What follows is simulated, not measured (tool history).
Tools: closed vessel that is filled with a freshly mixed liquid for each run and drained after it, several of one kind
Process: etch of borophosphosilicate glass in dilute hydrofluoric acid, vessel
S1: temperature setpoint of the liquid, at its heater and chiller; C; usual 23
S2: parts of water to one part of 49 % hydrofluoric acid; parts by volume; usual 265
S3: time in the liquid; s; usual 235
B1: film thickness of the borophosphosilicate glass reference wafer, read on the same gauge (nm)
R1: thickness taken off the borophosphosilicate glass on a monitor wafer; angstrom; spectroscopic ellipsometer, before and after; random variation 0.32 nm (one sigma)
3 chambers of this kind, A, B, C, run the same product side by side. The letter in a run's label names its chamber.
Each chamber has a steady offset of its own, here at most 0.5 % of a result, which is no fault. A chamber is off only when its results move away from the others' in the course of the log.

{"run": "1C", "day": 0.425, "S1": 23, "S2": 265, "S3": 235, "B1": 149.99, "R1": 335.78}
{"run": "2A", "day": 0.771, "S1": 23, "S2": 265, "S3": 235, "B1": 149.97, "R1": 344.43}
{"run": "3B", "day": 1.208, "S1": 23, "S2": 265, "S3": 235, "B1": 150.01, "R1": 337.9}
{"run": "4A", "day": 1.779, "S1": 23, "S2": 265, "S3": 235, "B1": 149.99, "R1": 341.15}
{"run": "5B", "day": 2.162, "S1": 23, "S2": 265, "S3": 155, "B1": 149.98, "R1": 225.85}
{"run": "6C", "day": 2.425, "S1": 23, "S2": 265, "S3": 155, "B1": 150.01, "R1": 230.55}
{"run": "7A", "day": 2.779, "S1": 23, "S2": 265, "S3": 155, "B1": 150.01, "R1": 224.72}
{"run": "8B", "day": 3.146, "S1": 23, "S2": 265, "S3": 235, "B1": 149.99, "R1": 344.27}
{"run": "9C", "day": 3.504, "S1": 23, "S2": 265, "S3": 235, "B1": 149.98, "R1": 343.42}
{"run": "10A", "day": 4.029, "S1": 23, "S2": 265, "S3": 235, "B1": 150, "R1": 341.34}
{"run": "11C", "day": 4.567, "S1": 23, "S2": 265, "S3": 235, "B1": 150, "R1": 340.79}
{"run": "12B", "day": 4.904, "S1": 23, "S2": 165, "S3": 235, "B1": 150.02, "R1": 606.98}
{"run": "13C", "day": 5.408, "S1": 23, "S2": 165, "S3": 235, "B1": 150.01, "R1": 615.46}
{"run": "14A", "day": 5.888, "S1": 23, "S2": 165, "S3": 235, "B1": 149.99, "R1": 613.42}
{"run": "15B", "day": 6.467, "S1": 23, "S2": 265, "S3": 235, "B1": 150.01, "R1": 340.61}
{"run": "16A", "day": 6.958, "S1": 23, "S2": 265, "S3": 235, "B1": 149.99, "R1": 337.71}
{"run": "17C", "day": 7.504, "S1": 18.5, "S2": 265, "S3": 165, "B1": 149.99, "R1": 200.26}
{"run": "18B", "day": 7.967, "S1": 18.5, "S2": 265, "S3": 165, "B1": 150.01, "R1": 204.19}
{"run": "19C", "day": 8.388, "S1": 18.5, "S2": 265, "S3": 165, "B1": 149.99, "R1": 206}
{"run": "20A", "day": 8.725, "S1": 23, "S2": 265, "S3": 235, "B1": 150.01, "R1": 343.89}

Next, every chamber runs the same settings. What will each give?
{"run": "21A", "day": 9.15, "S1": 23, "S2": 265, "S3": 370, "R1": "?"}
{"run": "21B", "day": 9.15, "S1": 23, "S2": 265, "S3": 370, "R1": "?"}
{"run": "21C", "day": 9.15, "S1": 23, "S2": 265, "S3": 370, "R1": "?"}

run=21A R1=539.05
run=21B R1=535.58
run=21C R1=538.66

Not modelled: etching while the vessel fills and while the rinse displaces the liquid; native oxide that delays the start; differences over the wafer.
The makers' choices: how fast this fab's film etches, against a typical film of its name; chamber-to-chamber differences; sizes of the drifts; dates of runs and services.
